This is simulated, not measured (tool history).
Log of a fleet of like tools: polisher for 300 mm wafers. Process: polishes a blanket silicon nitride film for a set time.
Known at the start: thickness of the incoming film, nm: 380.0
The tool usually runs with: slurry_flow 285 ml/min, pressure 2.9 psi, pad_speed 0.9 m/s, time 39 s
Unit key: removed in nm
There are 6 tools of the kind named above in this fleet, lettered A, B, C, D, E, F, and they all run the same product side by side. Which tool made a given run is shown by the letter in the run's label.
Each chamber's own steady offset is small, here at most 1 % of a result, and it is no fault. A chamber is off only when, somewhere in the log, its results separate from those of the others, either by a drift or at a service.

| run | hour | slurry_flow | pressure | pad_speed | time | wafers polished on this pad | hours since the slurry nozzle was cleaned | hours since the head pressure was calibrated | removed |
|---|---|---|---|---|---|---|---|---|---|
|  | 0.2 | chamber C: slurry nozzle cleaned |
| 1A | 4 | 285 | 2.9 | 0.9 | 39 | 822 | 56.3 | 185.5 | 52.691 |
| 2F | 8.1 | 285 | 2.9 | 0.9 | 39 | 623 | 75.9 | 337.2 | 52.406 |
| 3B | 11.2 | 285 | 2.9 | 0.9 | 39 | 435 | 288.7 | 720.3 | 51.29 |
| 4C | 14.7 | 285 | 2.9 | 0.9 | 39 | 294 | 14.5 | 490.1 | 51.622 |
| 5E | 17.5 | 285 | 2.9 | 0.9 | 39 | 732 | 528.7 | 36.6 | 52.078 |
| 6D | 21 | 285 | 2.9 | 0.9 | 39 | 722 | 712.1 | 207.3 | 51.073 |
| 7F | 23.2 | 285 | 2.9 | 0.64 | 39 | 814 | 91 | 352.3 | 40.566 |
|  | 23.5 | chamber F: worn pad replaced by a new one |
| 8E | 25.2 | 285 | 2.9 | 0.64 | 39 | 829 | 536.4 | 44.3 | 38.969 |
| 9C | 28.6 | 285 | 2.9 | 0.64 | 39 | 470 | 28.4 | 504 | 39.076 |
|  | 29.1 | chamber A: worn pad replaced by a new one |
| 10B | 32.5 | 285 | 2.9 | 0.64 | 39 | 704 | 310 | 741.6 | 38.955 |
| 11D | 36.4 | 285 | 2.9 | 0.64 | 39 | 916 | 727.5 | 222.7 | 39.11 |
|  | 38.5 | chamber E: worn pad replaced by a new one |
| 12A | 40.4 | 285 | 2.9 | 0.64 | 39 | 143 | 92.7 | 221.9 | 40.228 |
|  | 43.1 | chamber C: worn pad replaced by a new one |
| 13A | 44.1 | 285 | 2.9 | 0.9 | 39 | 190 | 96.4 | 225.6 | 50.676 |
| 14B | 48.3 | 285 | 2.9 | 0.9 | 39 | 904 | 325.8 | 757.4 | 52.947 |
| 15F | 50.3 | 285 | 2.9 | 0.9 | 39 | 339 | 118.1 | 379.4 | 53.553 |
|  | 51.5 | chamber B: worn pad replaced by a new one |
| 16D | 53.5 | 210 | 2.9 | 0.9 | 39 | 1133 | 744.6 | 239.8 | 49.538 |
| 17E | 56.9 | 210 | 2.9 | 0.9 | 39 | 233 | 568.1 | 76 | 49.341 |
| 18C | 59.8 | 210 | 2.9 | 0.9 | 39 | 211 | 59.6 | 535.2 | 49.719 |
| 19C | 62.7 | 210 | 2.9 | 0.9 | 39 | 248 | 62.5 | 538.1 | 48.513 |
|  | 65.2 | chamber D: worn pad replaced by a new one |
| 20A | 66.9 | 210 | 2.9 | 0.9 | 39 | 478 | 119.2 | 248.4 | 50.318 |
| 21F | 69.9 | 210 | 2.9 | 0.9 | 39 | 587 | 137.7 | 399 | 51.561 |
| 22D | 72 | 285 | 2.9 | 0.9 | 39 | 86 | 763.1 | 258.3 | 52.776 |
| 23E | 74.2 | 285 | 2.9 | 0.9 | 39 | 452 | 585.4 | 93.3 | 52.431 |
|  | 75 | chamber E: slurry nozzle cleaned |
| 24B | 77.7 | 285 | 2.9 | 0.9 | 39 | 332 | 355.2 | 786.8 | 54.313 |
| 25A | 80.8 | 285 | 2.9 | 0.9 | 39 | 654 | 133.1 | 262.3 | 52.988 |
| 26B | 84.7 | 285 | 2.9 | 1.14 | 29 | 420 | 362.2 | 793.8 | 49.064 |
| 27C | 87.1 | 285 | 2.9 | 1.14 | 29 | 556 | 86.9 | 562.5 | 46.131 |
| 28F | 89.6 | 285 | 2.9 | 1.14 | 29 | 836 | 157.4 | 418.7 | 46.527 |
|  | 92.3 | chamber C: worn pad replaced by a new one |
| 29D | 93.1 | 285 | 2.9 | 1.14 | 29 | 353 | 784.2 | 279.4 | 46.433 |
|  | 95.3 | chamber C: head pressure recalibrated |
|  | 96.2 | chamber F: worn pad replaced by a new one |
| 30E | 96.8 | 285 | 2.9 | 1.14 | 29 | 737 | 21.9 | 115.9 | 48.472 |
| 31C | 99.8 | 285 | 2.9 | 1.14 | 29 | 95 | 99.6 | 4.5 | 46.191 |
| 32A | 102.1 | 285 | 2.9 | 0.9 | 39 | 923 | 154.4 | 283.6 | 52.792 |
| 33E | 105 | 285 | 2.9 | 0.9 | 39 | 841 | 30.1 | 124.1 | 51.99 |
| 34F | 108.9 | 285 | 2.9 | 0.9 | 39 | 160 | 176.7 | 438 | 51.44 |
| 35B | 113.3 | 285 | 2.9 | 0.9 | 39 | 782 | 390.8 | 822.4 | 57.48 |
| 36D | 116 | 285 | 2.9 | 0.9 | 39 | 642 | 807.1 | 302.3 | 51.577 |

Decide between three cases: one chamber stands off from its peers, the gauge reading all wafers drifts, or nothing is wrong past each chamber's small offset. Where a chamber is off, say which and what most likely put it there.

Little by little, chamber B moves away from the other chambers.
Likeliest cause: head's pressure above its setpoint, % = 9.82.

Which of the 4 candidates below, each the usual settings with something changed and its results left as question marks, puts chamber B back in line with what the other chambers give on the usual settings?
Maximum distance from the other chambers' mean on the usual settings for a result to count as in line: removed 2.3 nm
| 37B-1 | 119.2 | 285 | 2.7 | 0.84 | 36 |  |  |  | ? |
| 37B-2 | 119.2 | 285 | 2.8 | 0.88 | 37 |  |  |  | ? |
| 37B-3 | 119.2 | 290 | 3.2 | 0.9 | 43 |  |  |  | ? |
| 37B-4 | 119.2 | 285 | 3 | 0.9 | 41 |  |  |  | ? |

Mean of the other chambers on the usual settings: removed 51.937 nm
| run | removed |
|---|---|
| 37B-1 | 46.578 |
| 37B-2 | 51.543 |
| 37B-3 | 69.768 |
| 37B-4 | 62.29 |
With 37B-2, the chamber falls back in line with the rest.

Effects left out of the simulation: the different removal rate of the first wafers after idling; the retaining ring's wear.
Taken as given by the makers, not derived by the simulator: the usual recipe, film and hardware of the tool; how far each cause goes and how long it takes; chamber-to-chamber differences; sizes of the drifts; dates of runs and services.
